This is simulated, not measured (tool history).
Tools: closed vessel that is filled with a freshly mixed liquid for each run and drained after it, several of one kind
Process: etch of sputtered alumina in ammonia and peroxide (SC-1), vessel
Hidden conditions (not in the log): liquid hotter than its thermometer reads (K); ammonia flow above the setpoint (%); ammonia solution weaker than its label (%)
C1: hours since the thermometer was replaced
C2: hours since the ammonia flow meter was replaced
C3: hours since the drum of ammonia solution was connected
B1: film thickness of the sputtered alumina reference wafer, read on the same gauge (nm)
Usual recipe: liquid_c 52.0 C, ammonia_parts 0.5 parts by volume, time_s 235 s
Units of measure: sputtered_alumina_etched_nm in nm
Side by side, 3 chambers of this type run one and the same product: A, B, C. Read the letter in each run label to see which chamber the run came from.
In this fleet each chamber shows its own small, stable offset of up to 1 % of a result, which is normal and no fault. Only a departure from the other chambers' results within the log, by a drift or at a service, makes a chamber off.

Run 1C, hour 6.5: usual settings; C1 1591.4; C2 1289.8; C3 918.8; B1 79.968. Result: sputtered_alumina_etched_nm 16.6130 nm.
Run 2A, hour 13.2: usual settings; C1 463.1; C2 779.4; C3 108.0; B1 79.967. Result: sputtered_alumina_etched_nm 16.6460 nm.
Run 3B, hour 23.2: usual settings; C1 1047.3; C2 1457.5; C3 299.1; B1 80.025. Result: sputtered_alumina_etched_nm 16.4330 nm.
At hour 30.5: chamber C: new drum of ammonia solution connected.
Run 4A, hour 33.1: usual settings; C1 483.0; C2 799.3; C3 127.9; B1 79.987. Result: sputtered_alumina_etched_nm 16.8530 nm.
Run 5B, hour 38.8: usual settings; C1 1062.9; C2 1473.1; C3 314.7; B1 79.991. Result: sputtered_alumina_etched_nm 16.5570 nm.
Run 6C, hour 48.2: usual settings; C1 1633.1; C2 1331.5; C3 17.8; B1 80.002. Result: sputtered_alumina_etched_nm 16.7270 nm.
Run 7A, hour 57.0: usual settings; C1 506.9; C2 823.2; C3 151.8; B1 79.979. Result: sputtered_alumina_etched_nm 16.8860 nm.
Run 8C, hour 63.1: usual settings; C1 1648.0; C2 1346.4; C3 32.7; B1 80.011. Result: sputtered_alumina_etched_nm 16.5540 nm.
Run 9B, hour 72.5: usual settings but liquid_c 43.5 C, ammonia_parts 0.3 parts by volume; C1 1096.6; C2 1506.8; C3 348.4; B1 79.980. Result: sputtered_alumina_etched_nm 9.7601 nm.
At hour 75.4: chamber B: new drum of ammonia solution connected.
At hour 75.7: chamber B: ammonia flow meter replaced.
Run 10C, hour 81.7: usual settings but liquid_c 43.5 C, ammonia_parts 0.3 parts by volume; C1 1666.6; C2 1365.0; C3 51.3; B1 79.985. Result: sputtered_alumina_etched_nm 9.9275 nm.
Run 11B, hour 91.1: usual settings but liquid_c 43.5 C, ammonia_parts 0.3 parts by volume; C1 1115.2; C2 15.4; C3 15.8; B1 79.986. Result: sputtered_alumina_etched_nm 9.7957 nm.
Run 12A, hour 98.5: usual settings; C1 548.4; C2 864.7; C3 193.3; B1 79.970. Result: sputtered_alumina_etched_nm 17.0090 nm.
Run 13C, hour 105.6: usual settings but liquid_c 44.0 C; C1 1690.5; C2 1388.9; C3 75.2; B1 80.006. Result: sputtered_alumina_etched_nm 10.6650 nm.
Run 14B, hour 112.8: usual settings but liquid_c 44.0 C; C1 1136.9; C2 37.1; C3 37.5; B1 79.957. Result: sputtered_alumina_etched_nm 10.5110 nm.
Run 15A, hour 118.6: usual settings but liquid_c 44.0 C; C1 568.5; C2 884.8; C3 213.4; B1 80.004. Result: sputtered_alumina_etched_nm 11.0620 nm.
Run 16B, hour 125.2: usual settings; C1 1149.3; C2 49.5; C3 49.9; B1 80.030. Result: sputtered_alumina_etched_nm 16.4390 nm.
Run 17C, hour 131.5: usual settings but liquid_c 55.0 C, ammonia_parts 0.4 parts by volume; C1 1716.4; C2 1414.8; C3 101.1; B1 80.037. Result: sputtered_alumina_etched_nm 19.0750 nm.
Run 18A, hour 142.7: usual settings but liquid_c 55.0 C, ammonia_parts 0.4 parts by volume; C1 592.6; C2 908.9; C3 237.5; B1 80.035. Result: sputtered_alumina_etched_nm 19.8370 nm.
Run 19A, hour 151.4: usual settings but liquid_c 55.0 C, ammonia_parts 0.4 parts by volume; C1 601.3; C2 917.6; C3 246.2; B1 79.991. Result: sputtered_alumina_etched_nm 19.9040 nm.
Run 20C, hour 161.2: usual settings; C1 1746.1; C2 1444.5; C3 130.8; B1 79.986. Result: sputtered_alumina_etched_nm 16.7330 nm.

Next, all 3 chambers run the settings below, one line each with question marks for the results. What does each chamber give?
Run 21A, hour 169.5: usual settings. Result: sputtered_alumina_etched_nm ?.
Run 21B, hour 169.5: usual settings. Result: sputtered_alumina_etched_nm ?.
Run 21C, hour 169.5: usual settings. Result: sputtered_alumina_etched_nm ?.

run  sputtered_alumina_etched_nm
21A                      17.5510
21B                      16.3910
21C                      16.5950
